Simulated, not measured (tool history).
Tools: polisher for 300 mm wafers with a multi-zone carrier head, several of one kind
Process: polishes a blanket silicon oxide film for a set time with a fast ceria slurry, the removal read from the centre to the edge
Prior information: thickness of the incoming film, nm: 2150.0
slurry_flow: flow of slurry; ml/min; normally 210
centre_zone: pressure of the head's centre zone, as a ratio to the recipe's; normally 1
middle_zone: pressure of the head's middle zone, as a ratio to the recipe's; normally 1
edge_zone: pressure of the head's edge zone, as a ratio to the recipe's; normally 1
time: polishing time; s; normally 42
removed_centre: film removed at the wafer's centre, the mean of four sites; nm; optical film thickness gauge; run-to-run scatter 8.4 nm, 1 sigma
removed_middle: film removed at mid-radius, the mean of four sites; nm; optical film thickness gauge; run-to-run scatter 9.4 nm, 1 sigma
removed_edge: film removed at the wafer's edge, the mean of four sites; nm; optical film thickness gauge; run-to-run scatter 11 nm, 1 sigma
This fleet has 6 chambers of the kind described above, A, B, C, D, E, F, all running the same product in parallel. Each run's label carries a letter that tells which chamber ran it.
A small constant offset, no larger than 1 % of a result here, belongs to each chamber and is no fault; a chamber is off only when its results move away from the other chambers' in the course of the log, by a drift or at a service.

| run | hour | slurry_flow | centre_zone | middle_zone | edge_zone | time | removed_centre | removed_middle | removed_edge |
|---|---|---|---|---|---|---|---|---|---|
| 1B | 2.4 | 210 | 1 | 1 | 1 | 42 | 794.48 | 784.16 | 804.69 |
| 2E | 6.6 | 210 | 1 | 1 | 1 | 42 | 813.08 | 800.42 | 794.43 |
| 3F | 9.4 | 210 | 1 | 1 | 1 | 42 | 805.29 | 791.15 | 796.09 |
| 4C | 12.1 | 210 | 1 | 1 | 1 | 42 | 794.82 | 782 | 780.29 |
|  | 13.3 | chamber B: slurry nozzle cleaned |
| 5A | 15.1 | 210 | 1.04 | 1 | 1 | 42 | 821.22 | 784.48 | 797.09 |
|  | 16 | chamber B: worn pad replaced by a new one |
| 6D | 17.2 | 210 | 1.04 | 1 | 1 | 42 | 820.46 | 803.39 | 785.67 |
| 7E | 20.1 | 210 | 1.04 | 1 | 1 | 42 | 840.31 | 798.01 | 797.9 |
| 8C | 23 | 210 | 1.04 | 1 | 1 | 42 | 825.33 | 794.23 | 808.6 |
| 9D | 26.8 | 210 | 1.04 | 1 | 1 | 42 | 831.93 | 795.4 | 802.04 |
| 10A | 29.6 | 210 | 1.04 | 1 | 1 | 42 | 826.16 | 782.15 | 777.84 |
|  | 29.9 | chamber A: worn pad replaced by a new one |
|  | 32 | chamber E: worn pad replaced by a new one |
| 11B | 32.5 | 210 | 1 | 1 | 1 | 42 | 794.06 | 806.95 | 812.53 |
| 12F | 36.4 | 210 | 1 | 1 | 1 | 42 | 794.6 | 791.36 | 803.29 |
| 13C | 38.5 | 210 | 1 | 1 | 1 | 42 | 792.77 | 795.28 | 792.76 |
| 14A | 41.9 | 210 | 1 | 1 | 1 | 42 | 799.17 | 813.46 | 798.6 |
| 15D | 44.2 | 210 | 1 | 1 | 1 | 42 | 803.29 | 813.18 | 784.32 |
| 16E | 46.4 | 210 | 1 | 1 | 1 | 42 | 818.42 | 801.09 | 797.98 |
| 17B | 48.3 | 210 | 1 | 1 | 1 | 42 | 797.01 | 810.19 | 789.78 |
|  | 50.3 | chamber B: centre zone pressure recalibrated |
| 18F | 51.1 | 210 | 1 | 1 | 1 | 42 | 813.1 | 798.87 | 796.36 |
| 19D | 54.5 | 210 | 1 | 1 | 1 | 42 | 783.64 | 811.48 | 821.47 |
| 20E | 58.1 | 210 | 1 | 1 | 1 | 42 | 783.24 | 801.66 | 790.61 |
| 21A | 61.6 | 210 | 1 | 1 | 1 | 42 | 812.79 | 794.38 | 799.48 |
|  | 63.1 | chamber D: centre zone pressure recalibrated |
| 22B | 65.6 | 210 | 1 | 1 | 1 | 42 | 718.01 | 795.15 | 805.57 |
|  | 67.2 | chamber F: worn pad replaced by a new one |
| 23F | 68.6 | 210 | 1 | 1 | 1 | 42 | 797.91 | 804.95 | 799.26 |
| 24C | 71.7 | 210 | 1 | 1 | 1 | 42 | 781.61 | 782.34 | 810.23 |
| 25E | 75.4 | 210 | 1 | 1.05 | 0.88 | 42 | 814.6 | 836.92 | 745.32 |
| 26B | 78.8 | 210 | 1 | 1.05 | 0.88 | 42 | 701.01 | 837.31 | 755.22 |
|  | 79.9 | chamber D: worn pad replaced by a new one |
| 27A | 81.2 | 210 | 1 | 1.05 | 0.88 | 42 | 809.68 | 824.3 | 732.57 |
| 28F | 85 | 210 | 1 | 1.05 | 0.88 | 42 | 812.94 | 826.87 | 757.8 |
| 29D | 88.3 | 210 | 1 | 1.05 | 0.88 | 42 | 811.71 | 825.35 | 741.7 |
| 30C | 91.3 | 210 | 1 | 1.05 | 0.88 | 42 | 796.37 | 812.87 | 754.88 |
| 31C | 94.2 | 210 | 1 | 1 | 1 | 30 | 566.73 | 558.71 | 580.15 |
| 32F | 97.7 | 210 | 1 | 1 | 1 | 30 | 573.92 | 569.84 | 570.83 |
| 33A | 101.7 | 210 | 1 | 1 | 1 | 30 | 574.67 | 564.32 | 559.01 |
| 34D | 104.3 | 210 | 1 | 1 | 1 | 30 | 568.71 | 574.98 | 563.17 |
| 35B | 106.7 | 210 | 1 | 1 | 1 | 30 | 501.48 | 562.93 | 567.16 |
| 36E | 110.1 | 210 | 1 | 1 | 1 | 30 | 570.23 | 565.76 | 566.51 |
|  | 110.5 | chamber A: worn pad replaced by a new one |
| 37E | 113.3 | 210 | 1 | 1 | 1 | 42 | 789.55 | 799.77 | 807.16 |
| 38A | 116.5 | 210 | 1 | 1 | 1 | 42 | 816.15 | 785.55 | 788.46 |
| 39C | 118.7 | 140 | 1 | 1.04 | 1 | 42 | 728.21 | 754.38 | 762.53 |
| 40B | 121.4 | 140 | 1 | 1.04 | 1 | 42 | 652.63 | 778.75 | 768.24 |

For the next run the whole fleet of 6 chambers uses the same settings. Give each chamber's results:
| 41A | 124.5 | 255 | 1 | 1 | 1 | 42 | ? | ? | ? |
| 41B | 124.5 | 255 | 1 | 1 | 1 | 42 | ? | ? | ? |
| 41C | 124.5 | 255 | 1 | 1 | 1 | 42 | ? | ? | ? |
| 41D | 124.5 | 255 | 1 | 1 | 1 | 42 | ? | ? | ? |
| 41E | 124.5 | 255 | 1 | 1 | 1 | 42 | ? | ? | ? |
| 41F | 124.5 | 255 | 1 | 1 | 1 | 42 | ? | ? | ? |

| run | removed_centre | removed_middle | removed_edge |
|---|---|---|---|
| 41A | 817.2 | 830.77 | 812.63 |
| 41B | 729.82 | 816.98 | 804.28 |
| 41C | 810 | 811.28 | 816.75 |
| 41D | 826.92 | 821.72 | 822.66 |
| 41E | 831.4 | 817.2 | 824.6 |
| 41F | 846.82 | 819.16 | 826.45 |
